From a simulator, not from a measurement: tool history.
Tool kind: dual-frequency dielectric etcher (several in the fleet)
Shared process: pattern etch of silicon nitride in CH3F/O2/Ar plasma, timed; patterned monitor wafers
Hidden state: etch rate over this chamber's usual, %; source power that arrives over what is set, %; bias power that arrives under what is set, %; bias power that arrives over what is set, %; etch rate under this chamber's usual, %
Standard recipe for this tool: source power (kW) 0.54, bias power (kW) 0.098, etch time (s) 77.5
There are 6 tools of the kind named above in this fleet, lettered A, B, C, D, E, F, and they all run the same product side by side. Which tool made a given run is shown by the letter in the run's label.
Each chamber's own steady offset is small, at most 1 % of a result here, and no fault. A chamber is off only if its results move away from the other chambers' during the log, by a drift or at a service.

| run | hour | source power (kW) | bias power (kW) | etch time (s) | hours since the last wet clean | hours since the last source power generator calibration | hours since the last bias power generator calibration | read-back reference wafer on the same gauge, depth_nm | mean etch depth across the wafer (nm) |
|---|---|---|---|---|---|---|---|---|---|
| 1E | 11 | 0.54 | 0.098 | 77.5 | 161.4 | 1346.1 | 950.7 | 55.803 | 67.586 |
| 2F | 19.4 | 0.54 | 0.098 | 77.5 | 320.4 | 2053.8 | 121 | 55.777 | 67.65 |
| 3A | 32 | 0.54 | 0.098 | 77.5 | 197.6 | 2280 | 2060.5 | 55.767 | 67.766 |
| 4B | 40.5 | 0.54 | 0.098 | 77.5 | 477.4 | 1855 | 2196.1 | 55.766 | 67.696 |
| 5C | 49.1 | 0.54 | 0.098 | 77.5 | 70.2 | 452.6 | 131.5 | 55.747 | 68.307 |
| 6D | 60.6 | 0.54 | 0.098 | 77.5 | 413.9 | 3562.3 | 884.6 | 55.758 | 67.869 |
|  | 68 | chamber B: wet clean of the chamber |
| 7F | 72.4 | 0.54 | 0.089 | 84.5 | 373.4 | 2106.8 | 174 | 55.75 | 71.115 |
| 8C | 78.8 | 0.54 | 0.089 | 84.5 | 99.9 | 482.3 | 161.2 | 55.758 | 72.04 |
| 9D | 91.8 | 0.54 | 0.089 | 84.5 | 445.1 | 3593.5 | 915.8 | 55.741 | 71.763 |
| 10A | 101.1 | 0.54 | 0.089 | 84.5 | 266.7 | 2349.1 | 2129.6 | 55.722 | 71.393 |
| 11B | 107.5 | 0.54 | 0.089 | 84.5 | 39.6 | 1922 | 2263.1 | 55.707 | 70.971 |
|  | 109.5 | chamber B: bias power generator calibrated |
| 12E | 122.2 | 0.54 | 0.089 | 84.5 | 272.6 | 1457.3 | 1061.9 | 55.706 | 71.044 |
| 13E | 131.6 | 0.54 | 0.098 | 77.5 | 282 | 1466.7 | 1071.3 | 55.702 | 67.225 |
| 14C | 139.5 | 0.54 | 0.098 | 77.5 | 160.6 | 543 | 221.9 | 55.7 | 68.247 |
| 15D | 148.5 | 0.54 | 0.098 | 77.5 | 501.8 | 3650.2 | 972.5 | 55.707 | 67.794 |
|  | 156.6 | chamber D: wet clean of the chamber |
| 16B | 161.9 | 0.54 | 0.098 | 77.5 | 94 | 1976.4 | 52.4 | 55.693 | 67.34 |
| 17F | 169.1 | 0.54 | 0.098 | 77.5 | 470.1 | 2203.5 | 270.7 | 55.703 | 67.472 |
|  | 177.5 | chamber F: wet clean of the chamber |
| 18A | 178.5 | 0.54 | 0.078 | 77.5 | 344.1 | 2426.5 | 2207 | 55.676 | 62.585 |
| 19B | 189.7 | 0.54 | 0.078 | 77.5 | 121.8 | 2004.2 | 80.2 | 55.653 | 62.337 |
|  | 190.9 | chamber A: wet clean of the chamber |
| 20C | 204.4 | 0.54 | 0.078 | 77.5 | 225.5 | 607.9 | 286.8 | 55.641 | 63.052 |
| 21F | 216.4 | 0.54 | 0.078 | 77.5 | 38.9 | 2250.8 | 318 | 55.664 | 62.263 |
| 22E | 230.7 | 0.54 | 0.078 | 77.5 | 381.1 | 1565.8 | 1170.4 | 55.612 | 61.97 |
| 23D | 237.8 | 0.54 | 0.078 | 77.5 | 81.3 | 3739.5 | 1061.8 | 55.629 | 62.615 |
| 24A | 251.2 | 0.54 | 0.098 | 77.5 | 60.4 | 2499.2 | 2279.7 | 55.616 | 67.706 |
|  | 254.6 | chamber E: wet clean of the chamber |
| 25C | 260.3 | 0.54 | 0.098 | 77.5 | 281.4 | 663.8 | 342.7 | 55.62 | 68.268 |
| 26A | 272.4 | 0.54 | 0.098 | 77.5 | 81.6 | 2520.4 | 2300.9 | 55.612 | 67.433 |
| 27F | 285.5 | 0.54 | 0.098 | 77.5 | 108 | 2319.9 | 387.1 | 55.58 | 67.342 |
| 28B | 296.4 | 0.54 | 0.098 | 77.5 | 228.5 | 2110.9 | 186.9 | 55.576 | 67.248 |
|  | 302.2 | chamber B: source power generator calibrated |
| 29E | 305.6 | 0.54 | 0.098 | 77.5 | 51 | 1640.7 | 1245.3 | 55.57 | 67.253 |
| 30D | 315.3 | 0.54 | 0.098 | 77.5 | 158.8 | 3817 | 1139.3 | 55.569 | 67.836 |
| 31D | 328.4 | 0.54 | 0.098 | 77.5 | 171.9 | 3830.1 | 1152.4 | 55.552 | 67.62 |
| 32B | 342.8 | 0.54 | 0.098 | 77.5 | 274.9 | 40.6 | 233.3 | 55.554 | 67.274 |
| 33F | 353.8 | 0.54 | 0.098 | 77.5 | 176.3 | 2388.2 | 455.4 | 55.542 | 67.513 |
| 34E | 364.2 | 0.54 | 0.098 | 77.5 | 109.6 | 1699.3 | 1303.9 | 55.528 | 67.131 |
| 35A | 374.5 | 0.54 | 0.098 | 77.5 | 183.7 | 2622.5 | 2403 | 55.533 | 67.565 |
| 36C | 383.9 | 0.54 | 0.107 | 59 | 405 | 787.4 | 466.3 | 55.534 | 53.693 |
| 37E | 392.3 | 0.54 | 0.107 | 59 | 137.7 | 1727.4 | 1332 | 55.504 | 52.781 |
| 38F | 406 | 0.54 | 0.107 | 59 | 228.5 | 2440.4 | 507.6 | 55.494 | 52.866 |
|  | 409.6 | chamber C: wet clean of the chamber |
| 39C | 418.2 | 0.54 | 0.107 | 59 | 8.6 | 821.7 | 500.6 | 55.523 | 53.369 |

Next, all 6 chambers run the settings below, one line each with question marks for the results. What does each chamber give?
| 40A | 428.9 | 0.54 | 0.098 | 77.5 |  |  |  |  | ? |
| 40B | 428.9 | 0.54 | 0.098 | 77.5 |  |  |  |  | ? |
| 40C | 428.9 | 0.54 | 0.098 | 77.5 |  |  |  |  | ? |
| 40D | 428.9 | 0.54 | 0.098 | 77.5 |  |  |  |  | ? |
| 40E | 428.9 | 0.54 | 0.098 | 77.5 |  |  |  |  | ? |
| 40F | 428.9 | 0.54 | 0.098 | 77.5 |  |  |  |  | ? |

| run | mean etch depth across the wafer (nm) |
|---|---|
| 40A | 67.446 |
| 40B | 67.132 |
| 40C | 67.948 |
| 40D | 67.633 |
| 40E | 67.104 |
| 40F | 67.398 |
